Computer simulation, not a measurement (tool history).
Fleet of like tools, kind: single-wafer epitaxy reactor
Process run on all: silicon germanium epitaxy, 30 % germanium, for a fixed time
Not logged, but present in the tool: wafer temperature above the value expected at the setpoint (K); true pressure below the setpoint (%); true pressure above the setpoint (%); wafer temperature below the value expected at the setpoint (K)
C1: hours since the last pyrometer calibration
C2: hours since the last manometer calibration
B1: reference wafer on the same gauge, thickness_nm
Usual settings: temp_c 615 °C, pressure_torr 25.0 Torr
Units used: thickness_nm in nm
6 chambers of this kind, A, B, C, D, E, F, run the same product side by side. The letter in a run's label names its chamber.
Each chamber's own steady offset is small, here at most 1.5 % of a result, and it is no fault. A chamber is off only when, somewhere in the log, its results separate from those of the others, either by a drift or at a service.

Run 1A, day 0.188: usual settings; C1 338.0; C2 283.1; B1 95.695. Result: thickness_nm 83.447 nm.
Run 2C, day 0.329: usual settings; C1 946.9; C2 90.4; B1 95.685. Result: thickness_nm 85.489 nm.
Run 3E, day 0.475: usual settings; C1 921.3; C2 109.3; B1 95.664. Result: thickness_nm 84.392 nm.
Run 4D, day 0.588: usual settings; C1 87.9; C2 1245.5; B1 95.661. Result: thickness_nm 84.311 nm.
Run 5B, day 0.812: usual settings; C1 309.1; C2 816.2; B1 95.669. Result: thickness_nm 85.230 nm.
Run 6F, day 0.933: usual settings; C1 770.8; C2 987.8; B1 95.657. Result: thickness_nm 84.041 nm.
Run 7F, day 1.071: usual settings; C1 774.1; C2 991.1; B1 95.646. Result: thickness_nm 84.204 nm.
Run 8D, day 1.204: usual settings; C1 102.7; C2 1260.3; B1 95.611. Result: thickness_nm 84.347 nm.
Run 9C, day 1.354: usual settings; C1 971.5; C2 115.0; B1 95.621. Result: thickness_nm 85.447 nm.
Run 10B, day 1.600: usual settings; C1 328.0; C2 835.1; B1 95.598. Result: thickness_nm 85.224 nm.
Run 11A, day 1.808: usual settings; C1 376.9; C2 322.0; B1 95.591. Result: thickness_nm 83.319 nm.
Run 12E, day 2.033: usual settings; C1 958.7; C2 146.7; B1 95.603. Result: thickness_nm 84.581 nm.
Run 13D, day 2.175: usual settings; C1 126.0; C2 1283.6; B1 95.577. Result: thickness_nm 84.460 nm.
Run 14A, day 2.417: usual settings but pressure_torr 27.3 Torr; C1 391.5; C2 336.6; B1 95.536. Result: thickness_nm 86.280 nm.
Run 15C, day 2.650: usual settings but pressure_torr 27.3 Torr; C1 1002.6; C2 146.1; B1 95.521. Result: thickness_nm 88.288 nm.
Run 16E, day 2.779: usual settings but pressure_torr 27.3 Torr; C1 976.6; C2 164.6; B1 95.538. Result: thickness_nm 87.167 nm.
Run 17F, day 2.950: usual settings but pressure_torr 27.3 Torr; C1 819.2; C2 1036.2; B1 95.498. Result: thickness_nm 86.984 nm.
Run 18B, day 3.154: usual settings but pressure_torr 27.3 Torr; C1 365.3; C2 872.4; B1 95.498. Result: thickness_nm 88.021 nm.
Run 19A, day 3.346: usual settings but pressure_torr 27.3 Torr; C1 413.8; C2 358.9; B1 95.488. Result: thickness_nm 86.323 nm.
Run 20F, day 3.504: usual settings; C1 832.5; C2 1049.5; B1 95.516. Result: thickness_nm 84.077 nm.
Run 21D, day 3.642: usual settings; C1 161.2; C2 1318.8; B1 95.458. Result: thickness_nm 84.157 nm.
Run 22B, day 3.825: usual settings; C1 381.4; C2 888.5; B1 95.476. Result: thickness_nm 85.064 nm.
Run 23E, day 3.979: usual settings; C1 1005.4; C2 193.4; B1 95.461. Result: thickness_nm 84.236 nm.
Run 24C, day 4.175: usual settings; C1 1039.2; C2 182.7; B1 95.460. Result: thickness_nm 85.265 nm.
Run 25D, day 4.412: usual settings; C1 179.7; C2 1337.3; B1 95.427. Result: thickness_nm 84.123 nm.
Run 26C, day 4.629: usual settings; C1 1050.1; C2 193.6; B1 95.401. Result: thickness_nm 85.135 nm.
Run 27B, day 4.808: usual settings; C1 405.0; C2 912.1; B1 95.406. Result: thickness_nm 85.198 nm.
Run 28A, day 4.921: usual settings; C1 451.6; C2 396.7; B1 95.400. Result: thickness_nm 83.127 nm.
Run 29E, day 5.062: usual settings but pressure_torr 23.1 Torr; C1 1031.4; C2 219.4; B1 95.390. Result: thickness_nm 81.638 nm.
Run 30F, day 5.200: usual settings but pressure_torr 23.1 Torr; C1 873.2; C2 1090.2; B1 95.358. Result: thickness_nm 81.412 nm.
Run 31D, day 5.412: usual settings but pressure_torr 23.1 Torr; C1 203.7; C2 1361.3; B1 95.364. Result: thickness_nm 81.550 nm.
Run 32F, day 5.633: usual settings but pressure_torr 23.1 Torr; C1 883.6; C2 1100.6; B1 95.324. Result: thickness_nm 81.345 nm.
Run 33C, day 5.825: usual settings but pressure_torr 23.1 Torr; C1 1078.8; C2 222.3; B1 95.343. Result: thickness_nm 82.500 nm.
Run 34B, day 5.950: usual settings but pressure_torr 23.1 Torr; C1 432.4; C2 939.5; B1 95.322. Result: thickness_nm 82.364 nm.
Run 35E, day 6.092: usual settings; C1 1056.1; C2 244.1; B1 95.317. Result: thickness_nm 84.044 nm.
Run 36A, day 6.238: usual settings; C1 483.2; C2 428.3; B1 95.292. Result: thickness_nm 83.033 nm.
Run 37A, day 6.450: usual settings; C1 488.3; C2 433.4; B1 95.310. Result: thickness_nm 83.080 nm.
Run 38C, day 6.583: usual settings but temp_c 609 °C, pressure_torr 29.4 Torr; C1 1097.0; C2 240.5; B1 95.281. Result: thickness_nm 81.660 nm.

The same settings go to every chamber for the next run, one line per chamber below. Forecast the results for each:
Run 39A, day 6.767: usual settings but temp_c 623 °C. Result: thickness_nm ?.
Run 39B, day 6.767: usual settings but temp_c 623 °C. Result: thickness_nm ?.
Run 39C, day 6.767: usual settings but temp_c 623 °C. Result: thickness_nm ?.
Run 39D, day 6.767: usual settings but temp_c 623 °C. Result: thickness_nm ?.
Run 39E, day 6.767: usual settings but temp_c 623 °C. Result: thickness_nm ?.
Run 39F, day 6.767: usual settings but temp_c 623 °C. Result: thickness_nm ?.

run  thickness_nm
39A        95.464
39B        97.955
39C        97.586
39D        96.914
39E        96.784
39F        96.156
